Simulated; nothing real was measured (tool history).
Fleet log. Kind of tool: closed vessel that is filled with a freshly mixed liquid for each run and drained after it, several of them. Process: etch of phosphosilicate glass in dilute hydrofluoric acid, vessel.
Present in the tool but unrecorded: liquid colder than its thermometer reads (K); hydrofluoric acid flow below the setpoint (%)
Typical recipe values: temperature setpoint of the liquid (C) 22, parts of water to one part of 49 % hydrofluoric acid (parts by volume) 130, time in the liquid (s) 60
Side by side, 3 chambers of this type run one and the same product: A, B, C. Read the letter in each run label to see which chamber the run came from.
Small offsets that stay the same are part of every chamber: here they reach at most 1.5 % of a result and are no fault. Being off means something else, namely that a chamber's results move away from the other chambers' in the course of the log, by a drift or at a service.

run	hour	temperature setpoint of the liquid (C)	parts of water to one part of 49 % hydrofluoric acid (parts by volume)	time in the liquid (s)	hours since the thermometer was replaced	hours since the hydrofluoric acid flow meter was replaced	read-back film thickness of the phosphosilicate glass reference wafer, read on the same gauge (nm)	thickness taken off the phosphosilicate glass on a monitor wafer (angstrom)
# hour 1.9: chamber C: hydrofluoric acid flow meter replaced
1C	10.6	22	130	60	767.6	8.8	130	712.94
2B	19.7	22	130	60	1386.6	486.6	130	713.18
3A	30.8	22	130	60	780.5	1162.5	130.01	728.17
4B	39.6	22	130	60	1406.5	506.5	129.99	718.03
5C	54	22	130	60	811	52.2	130.01	724.49
6A	64.8	22	130	60	814.5	1196.5	129.98	726.19
7C	78	22	130	60	835	76.2	129.98	734.15
8A	91.1	22	130	60	840.8	1222.8	130.03	717.01
9B	98	22	130	60	1464.9	564.9	130	711.07
10C	106.9	22	130	60	863.9	105.1	129.99	718.15
11A	113.7	22	130	85	863.4	1245.4	130.03	1032.7
12B	124.7	22	130	85	1491.6	591.6	129.99	1002.4
13A	132.1	22	130	85	881.8	1263.8	130.01	1030
14C	139.5	22	130	60	896.5	137.7	130.01	729.37
15B	146.2	22	130	60	1513.1	613.1	130	713.74
16A	155.7	22	130	60	905.4	1287.4	129.98	720.58
17B	162.7	22	130	60	1529.6	629.6	130	702.34
18C	171.3	22	130	60	928.3	169.5	130.02	725.22
19B	181.8	22	130	60	1548.7	648.7	130	707.7
20C	188.1	22	130	60	945.1	186.3	130.02	726.58
21A	200.7	22	130	60	950.4	1332.4	130	726.64
# hour 205.3: chamber B: thermometer replaced
22A	212.7	22	100	95	962.4	1344.4	129.97	1564.2
23C	223.2	22	100	95	980.2	221.4	130	1542.9
24B	235.3	22	100	95	30.1	702.2	130	1499.3
25A	246	22	130	60	995.7	1377.7	130.01	725.15
26C	252.5	22	130	60	1009.5	250.7	130.01	735.54
27B	263.1	22	130	60	57.9	730	129.98	701.6
28C	277	26	170	60	1034	275.2	129.99	629.29
29A	289.3	26	170	60	1039	1421	130.02	612
30B	301.6	26	170	60	96.4	768.5	129.97	591.9
31A	312.1	22	130	60	1061.8	1443.8	130.02	733.57
32C	325.9	22	130	60	1082.9	324.1	129.99	730.67
33B	334.7	22	90	90	129.5	801.6	129.99	1583.3
34A	347.3	22	90	90	1097	1479	129.99	1650.4
35C	356.4	22	90	90	1113.4	354.6	129.98	1632.4
36B	362.8	22	130	60	157.6	829.7	130	681.55
37A	375.8	22	130	60	1125.5	1507.5	130	723.67
38C	382.4	22	130	60	1139.4	380.6	130.01	720.18
39B	392.3	22	130	60	187.1	859.2	130.02	679.69
40C	399.5	20	130	35	1156.5	397.7	130	388.84
41B	406.2	20	130	35	201	873.1	130.02	370.35
42A	417	20	130	35	1166.7	1548.7	130.02	385.16
43C	427.6	22	130	60	1184.6	425.8	129.99	725.05

Next, every chamber runs the same settings. What will each give?
44A	438.1	22	130	60				?
44B	438.1	22	130	60				?
44C	438.1	22	130	60				?

run	thickness taken off the phosphosilicate glass on a monitor wafer (angstrom)
44A	718.75
44B	674.92
44C	719.05
